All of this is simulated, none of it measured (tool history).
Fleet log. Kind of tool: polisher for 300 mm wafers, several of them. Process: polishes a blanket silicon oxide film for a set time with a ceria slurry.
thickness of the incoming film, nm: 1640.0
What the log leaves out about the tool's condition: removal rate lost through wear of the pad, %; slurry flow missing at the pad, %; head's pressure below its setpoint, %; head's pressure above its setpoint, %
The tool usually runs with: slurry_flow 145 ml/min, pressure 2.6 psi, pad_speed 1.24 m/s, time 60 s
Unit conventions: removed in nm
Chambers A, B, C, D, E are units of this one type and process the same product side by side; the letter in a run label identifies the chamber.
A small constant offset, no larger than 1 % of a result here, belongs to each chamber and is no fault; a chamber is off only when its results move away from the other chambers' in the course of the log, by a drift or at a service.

| run | day | slurry_flow | pressure | pad_speed | time | wafers polished on this pad | hours since the slurry nozzle was cleaned | hours since the head pressure was calibrated | removed |
|---|---|---|---|---|---|---|---|---|---|
| 1E | 0.183 | 145 | 2.6 | 1.24 | 60 | 867 | 72.2 | 374.5 | 268.98 |
| 2B | 0.321 | 145 | 2.6 | 1.24 | 60 | 1043 | 81.3 | 387.1 | 274.74 |
| 3A | 0.488 | 145 | 2.6 | 1.24 | 60 | 560 | 152.9 | 1050.9 | 275.97 |
|  | 0.696 | chamber B: worn pad replaced by a new one |
| 4D | 0.729 | 145 | 2.6 | 1.24 | 60 | 530 | 541.8 | 83.2 | 270.27 |
|  | 0.792 | chamber C: worn pad replaced by a new one |
|  | 0.821 | chamber D: worn pad replaced by a new one |
|  | 0.879 | chamber E: worn pad replaced by a new one |
| 5C | 0.958 | 145 | 2.6 | 1.24 | 60 | 46 | 362.9 | 923.7 | 271.56 |
| 6A | 1.096 | 145 | 2.6 | 1.24 | 60 | 728 | 167.5 | 1065.5 | 272.31 |
| 7E | 1.296 | 170 | 1.7 | 1.24 | 60 | 115 | 98.9 | 401.2 | 182.03 |
| 8B | 1.550 | 170 | 1.7 | 1.24 | 60 | 234 | 110.8 | 416.6 | 177.81 |
| 9C | 1.708 | 170 | 1.7 | 1.24 | 60 | 252 | 380.9 | 941.7 | 182.75 |
| 10D | 1.908 | 170 | 1.7 | 1.24 | 60 | 298 | 570.1 | 111.5 | 181.23 |
| 11B | 2.129 | 170 | 1.7 | 1.24 | 60 | 394 | 124.7 | 430.5 | 189.72 |
|  | 2.212 | chamber A: worn pad replaced by a new one |
| 12A | 2.425 | 145 | 2.6 | 1.24 | 60 | 58 | 199.4 | 1097.4 | 266.04 |
| 13E | 2.575 | 145 | 2.6 | 1.24 | 60 | 466 | 129.6 | 431.9 | 270.71 |
|  | 2.846 | chamber D: worn pad replaced by a new one |
| 14D | 2.854 | 145 | 2.6 | 1.24 | 60 | 3 | 592.8 | 134.2 | 276.12 |
| 15C | 2.996 | 145 | 2.6 | 1.44 | 46 | 606 | 411.8 | 972.6 | 238.29 |
| 16E | 3.129 | 145 | 2.6 | 1.44 | 46 | 618 | 142.9 | 445.2 | 240.26 |
| 17D | 3.417 | 145 | 2.6 | 1.44 | 46 | 157 | 606.3 | 147.7 | 246.03 |
|  | 3.683 | chamber C: worn pad replaced by a new one |
| 18C | 3.692 | 145 | 2.6 | 1.44 | 46 | 2 | 428.5 | 989.3 | 240.17 |
| 19B | 3.950 | 145 | 2.6 | 1.44 | 46 | 894 | 168.4 | 474.2 | 239.01 |
|  | 4.200 | chamber E: worn pad replaced by a new one |
| 20A | 4.217 | 145 | 2.6 | 1.24 | 60 | 550 | 242.4 | 1140.4 | 266.47 |
| 21A | 4.458 | 145 | 2.6 | 1.24 | 60 | 617 | 248.2 | 1146.2 | 268.39 |
| 22E | 4.725 | 145 | 3.4 | 1.24 | 60 | 145 | 181.2 | 483.5 | 366.76 |
|  | 4.875 | chamber D: worn pad replaced by a new one |
|  | 4.888 | chamber B: worn pad replaced by a new one |
| 23B | 4.938 | 145 | 3.4 | 1.24 | 60 | 14 | 192.1 | 497.9 | 346.01 |
| 24D | 5.183 | 145 | 3.4 | 1.24 | 60 | 85 | 648.7 | 190.1 | 349.40 |
| 25C | 5.421 | 145 | 3.4 | 1.24 | 60 | 477 | 470.0 | 1030.8 | 352.01 |
| 26A | 5.592 | 145 | 3.4 | 1.24 | 60 | 928 | 275.4 | 1173.4 | 353.47 |
| 27E | 5.779 | 145 | 2.6 | 1.24 | 60 | 434 | 206.5 | 508.8 | 268.44 |
|  | 5.971 | chamber B: slurry nozzle cleaned |
| 28B | 5.996 | 145 | 2.6 | 1.24 | 60 | 305 | 0.6 | 523.3 | 274.28 |
| 29D | 6.229 | 165 | 2.1 | 1.24 | 60 | 373 | 673.8 | 215.2 | 228.72 |
|  | 6.246 | chamber E: slurry nozzle cleaned |
|  | 6.275 | chamber A: worn pad replaced by a new one |
|  | 6.325 | chamber D: slurry nozzle cleaned |
| 30C | 6.421 | 165 | 2.1 | 1.24 | 60 | 752 | 494.0 | 1054.8 | 231.02 |
| 31B | 6.567 | 165 | 2.1 | 1.24 | 60 | 462 | 14.3 | 537.0 | 222.89 |
| 32A | 6.708 | 165 | 2.1 | 1.24 | 60 | 119 | 302.2 | 1200.2 | 226.52 |
|  | 6.812 | chamber C: worn pad replaced by a new one |
| 33C | 6.842 | 165 | 2.1 | 1.24 | 60 | 9 | 504.1 | 1064.9 | 222.61 |
|  | 6.888 | chamber D: worn pad replaced by a new one |
| 34E | 7.062 | 145 | 1.8 | 1.24 | 51 | 787 | 19.7 | 539.6 | 160.55 |
| 35D | 7.262 | 145 | 1.8 | 1.24 | 51 | 103 | 22.6 | 240.0 | 158.63 |
| 36A | 7.496 | 145 | 1.8 | 1.24 | 51 | 335 | 321.1 | 1219.1 | 159.80 |
| 37C | 7.662 | 145 | 1.8 | 1.24 | 51 | 234 | 523.8 | 1084.6 | 156.36 |

For the next run the whole fleet of 5 chambers uses the same settings. Give each chamber's results:
| 38A | 7.875 | 145 | 2.6 | 1.24 | 70 |  |  |  | ? |
| 38B | 7.875 | 145 | 2.6 | 1.24 | 70 |  |  |  | ? |
| 38C | 7.875 | 145 | 2.6 | 1.24 | 70 |  |  |  | ? |
| 38D | 7.875 | 145 | 2.6 | 1.24 | 70 |  |  |  | ? |
| 38E | 7.875 | 145 | 2.6 | 1.24 | 70 |  |  |  | ? |

| run | removed |
|---|---|
| 38A | 319.48 |
| 38B | 317.21 |
| 38C | 310.77 |
| 38D | 313.16 |
| 38E | 310.79 |
